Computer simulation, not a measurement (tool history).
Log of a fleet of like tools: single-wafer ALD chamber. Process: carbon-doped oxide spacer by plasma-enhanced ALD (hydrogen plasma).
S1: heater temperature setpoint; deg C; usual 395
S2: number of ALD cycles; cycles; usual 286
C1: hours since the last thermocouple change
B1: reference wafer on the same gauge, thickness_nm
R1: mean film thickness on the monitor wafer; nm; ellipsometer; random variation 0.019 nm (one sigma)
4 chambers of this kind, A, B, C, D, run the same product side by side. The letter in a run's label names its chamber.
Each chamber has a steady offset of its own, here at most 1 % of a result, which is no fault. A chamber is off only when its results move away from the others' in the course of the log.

Run 1C, hour 5.8: usual settings; C1 1033.9; B1 15.502. Result: R1 14.387 nm.
Run 2D, hour 10.9: usual settings; C1 952.6; B1 15.507. Result: R1 14.274 nm.
Run 3A, hour 14.1: usual settings; C1 1908.5; B1 15.501. Result: R1 14.225 nm.
Run 4B, hour 18.2: usual settings; C1 469.6; B1 15.51. Result: R1 14.242 nm.
Run 5B, hour 24: usual settings; C1 475.4; B1 15.509. Result: R1 14.253 nm.
Run 6A, hour 30.5: usual settings; C1 1924.9; B1 15.518. Result: R1 14.265 nm.
Run 7C, hour 34.9: usual settings; C1 1063; B1 15.515. Result: R1 14.378 nm.
At hour 35.3: chamber D: thermocouple changed; heater temperature recalibrated.
Run 8D, hour 40.7: usual settings; C1 5.4; B1 15.518. Result: R1 14.31 nm.
Run 9C, hour 45.6: usual settings; C1 1073.7; B1 15.515. Result: R1 14.424 nm.
Run 10B, hour 49.3: usual settings; C1 500.7; B1 15.522. Result: R1 14.275 nm.
Run 11A, hour 52.6: usual settings; C1 1947; B1 15.528. Result: R1 14.26 nm.
Run 12D, hour 56.3: usual settings; C1 21; B1 15.524. Result: R1 14.305 nm.
Run 13B, hour 60.4: usual settings; C1 511.8; B1 15.521. Result: R1 14.268 nm.
Run 14C, hour 67.5: usual settings; C1 1095.6; B1 15.527. Result: R1 14.441 nm.
Run 15D, hour 71.5: usual settings; C1 36.2; B1 15.527. Result: R1 14.317 nm.
Run 16A, hour 76.7: usual settings; C1 1971.1; B1 15.528. Result: R1 14.261 nm.
Run 17A, hour 83.4: usual settings; C1 1977.8; B1 15.535. Result: R1 14.301 nm.
Run 18D, hour 87.8: usual settings; C1 52.5; B1 15.534. Result: R1 14.322 nm.
Run 19C, hour 94.5: usual settings; C1 1122.6; B1 15.539. Result: R1 14.412 nm.
Run 20B, hour 100.4: usual settings; C1 551.8; B1 15.545. Result: R1 14.284 nm.
Run 21B, hour 104.2: usual settings; C1 555.6; B1 15.549. Result: R1 14.286 nm.
Run 22D, hour 110.7: usual settings; C1 75.4; B1 15.552. Result: R1 14.311 nm.
Run 23C, hour 117.4: usual settings; C1 1145.5; B1 15.551. Result: R1 14.421 nm.
Run 24A, hour 123.1: usual settings; C1 2017.5; B1 15.554. Result: R1 14.252 nm.
Run 25C, hour 127.3: usual settings; C1 1155.4; B1 15.554. Result: R1 14.434 nm.
Run 26B, hour 131.9: usual settings; C1 583.3; B1 15.555. Result: R1 14.302 nm.
Run 27D, hour 136.7: usual settings; C1 101.4; B1 15.56. Result: R1 14.322 nm.
Run 28A, hour 141.8: usual settings; C1 2036.2; B1 15.567. Result: R1 14.287 nm.
Run 29C, hour 145.1: usual settings but S1 404 deg C; C1 1173.2; B1 15.563. Result: R1 14.16 nm.
Run 30D, hour 151.2: usual settings but S1 404 deg C; C1 115.9; B1 15.561. Result: R1 14.184 nm.
Run 31B, hour 154.6: usual settings but S1 404 deg C; C1 606; B1 15.563. Result: R1 14.09 nm.
Run 32A, hour 160.3: usual settings but S1 404 deg C; C1 2054.7; B1 15.567. Result: R1 14.117 nm.
Run 33D, hour 166.7: usual settings; C1 131.4; B1 15.569. Result: R1 14.346 nm.
Run 34C, hour 173: usual settings; C1 1201.1; B1 15.573. Result: R1 14.475 nm.
Run 35A, hour 177.2: usual settings; C1 2071.6; B1 15.572. Result: R1 14.328 nm.
Run 36B, hour 180.9: usual settings; C1 632.3; B1 15.573. Result: R1 14.336 nm.
Run 37D, hour 188: usual settings; C1 152.7; B1 15.58. Result: R1 14.375 nm.
Run 38A, hour 194.8: usual settings; C1 2089.2; B1 15.582. Result: R1 14.279 nm.

Next, every chamber runs the same settings. What will each give?
Run 39A, hour 199.9: usual settings but S1 402 deg C. Result: R1 ?.
Run 39B, hour 199.9: usual settings but S1 402 deg C. Result: R1 ?.
Run 39C, hour 199.9: usual settings but S1 402 deg C. Result: R1 ?.
Run 39D, hour 199.9: usual settings but S1 402 deg C. Result: R1 ?.

run      R1
39A  14.228
39B  14.146
39C  14.253
39D  14.299

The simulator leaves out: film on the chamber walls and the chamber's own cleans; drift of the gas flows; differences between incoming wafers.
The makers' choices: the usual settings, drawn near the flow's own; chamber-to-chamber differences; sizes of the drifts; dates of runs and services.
